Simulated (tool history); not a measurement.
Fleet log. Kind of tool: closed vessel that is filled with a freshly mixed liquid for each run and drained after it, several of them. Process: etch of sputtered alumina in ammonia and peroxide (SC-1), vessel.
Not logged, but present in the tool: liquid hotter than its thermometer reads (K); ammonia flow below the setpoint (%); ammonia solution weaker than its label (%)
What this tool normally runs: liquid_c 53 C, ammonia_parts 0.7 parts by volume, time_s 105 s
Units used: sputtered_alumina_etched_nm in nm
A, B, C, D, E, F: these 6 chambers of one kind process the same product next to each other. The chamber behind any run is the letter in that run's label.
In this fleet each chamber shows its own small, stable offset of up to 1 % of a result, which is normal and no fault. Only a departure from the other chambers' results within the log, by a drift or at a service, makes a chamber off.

run     day  liquid_c  ammonia_parts  time_s  hours since the thermometer was replaced  hours since the ammonia flow meter was replaced  hours since the drum of ammonia solution was connected  read-back film thickness of the sputtered alumina reference wafer, read on the same gauge (nm)  sputtered_alumina_etched_nm
 1C   0.392        53            0.7     105                                    2907.4                                            925.9                                                   237.6                                                                                          120.01                        5.634
 2E   0.654        53            0.7     105                                    1084.1                                             81.4                                                    59.1                                                                                             120                       5.6282
 3F   1.008        53            0.7     105                                     181.8                                            253.8                                                   329.5                                                                                          120.02                       5.7159
 4B   1.408        53            0.7     105                                    1438.7                                           1000.9                                                     444                                                                                          119.96                       5.6746
 5D   1.842        53            0.7     105                                    1130.8                                            348.7                                                     219                                                                                             120                       5.6312
 6A   2.242        53            0.7     105                                     601.3                                           1490.4                                                      81                                                                                          119.97                       5.6495
 7C   2.642        53            0.7     105                                    2961.4                                            979.9                                                   291.6                                                                                          120.01                        5.762
 8D   3.104        53            0.7     105                                    1161.1                                              379                                                   249.3                                                                                             120                       5.6985
 9B   3.408        53            0.7     105                                    1486.7                                           1048.9                                                     492                                                                                          119.96                       5.6619
10A   3.912        53            0.7     105                                     641.4                                           1530.5                                                   121.1                                                                                             120                       5.5786
      4.104  -- chamber C: thermometer replaced
11E   4.338        53            0.7     105                                    1172.5                                            169.8                                                   147.5                                                                                          120.05                       5.6798
12F   4.708        53            0.7     105                                     270.6                                            342.6                                                   418.3                                                                                          119.99                       5.6203
      4.996  -- chamber B: thermometer replaced
13D   5.017        46           1.05     105                                      1207                                            424.9                                                   295.2                                                                                          119.96                       4.0254
14E   5.358        46           1.05     105                                      1197                                            194.3                                                     172                                                                                          120.02                       3.9586
15F   5.762        46           1.05     105                                     295.9                                            367.9                                                   443.6                                                                                          120.03                       3.9395
16C   6.271        46           1.05     105                                      52.1                                             1067                                                   378.7                                                                                          119.97                       3.9711
17B   6.508        46           1.05     105                                      36.4                                           1123.3                                                   566.4                                                                                             120                       3.9945
18A   6.929        46           1.05     105                                     713.8                                           1602.9                                                   193.5                                                                                          119.99                        3.966
19C   7.388      45.5            0.7     105                                      78.9                                           1093.8                                                   405.5                                                                                          119.98                       3.7397
20D   7.829      45.5            0.7     105                                    1274.5                                            492.4                                                   362.7                                                                                             120                        3.721
21F   8.229      45.5            0.7     105                                     355.1                                            427.1                                                   502.8                                                                                          120.01                       3.7048
22B   8.596      45.5            0.7     105                                      86.5                                           1173.4                                                   616.5                                                                                          120.07                       3.7866
23E   9.008      45.5            0.7     105                                    1284.6                                            281.9                                                   259.6                                                                                          119.96                       3.7463
24A   9.458      45.5            0.7     105                                     774.5                                           1663.6                                                   254.2                                                                                          120.01                       3.7009
25A   9.862        53            0.7     105                                     784.2                                           1673.3                                                   263.9                                                                                          120.02                       5.6655
26C  10.192        53            0.7     105                                     146.2                                           1161.1                                                   472.8                                                                                          119.99                       5.7196
27F    10.5        53            0.7     105                                     409.6                                            481.6                                                   557.3                                                                                          120.02                       5.7159
28E  11.025        53            0.7     105                                      1333                                            330.3                                                     308                                                                                          120.02                       5.6031
29D  11.304        53            0.7     105                                    1357.9                                            575.8                                                   446.1                                                                                          120.02                       5.7638
30B  11.612        53            0.7     105                                     158.9                                           1245.8                                                   688.9                                                                                          119.98                       5.6121
31E  12.104        53            0.7     105                                    1358.9                                            356.2                                                   333.9                                                                                          120.01                        5.597
32F  12.471        53            0.7     105                                     456.9                                            528.9                                                   604.6                                                                                          119.99                       5.6676
     12.779  -- chamber B: ammonia flow meter replaced
33B   12.85        53            0.7     105                                     188.6                                              1.7                                                   718.6                                                                                          119.97                       5.7059
34C  13.383        53            0.7     105                                     222.8                                           1237.7                                                   549.4                                                                                          119.98                       5.6329
35A  13.812        53            0.7     105                                       879                                           1768.1                                                   358.7                                                                                          119.96                       5.7227
36D  14.225      57.5            0.7     125                                      1428                                            645.9                                                   516.2                                                                                          119.98                       8.5844
37B  14.608      57.5            0.7     125                                     230.8                                             43.9                                                   760.8                                                                                             120                       8.6459
38E  15.012      57.5            0.7     125                                    1428.7                                              426                                                   403.7                                                                                          119.99                       8.4143
39A  15.442      57.5            0.7     125                                     918.1                                           1807.2                                                   397.8                                                                                          120.01                       8.4977
40F  15.888      57.5            0.7     125                                     538.9                                            610.9                                                   686.6                                                                                             120                       8.5967

What goes on in this fleet: one chamber off, a drifting gauge, or nothing beyond the chambers' own small offsets? Name the chamber and the cause, if any.

The fleet is healthy, with each chamber sitting at its usual small offset and no drift in the gauge.
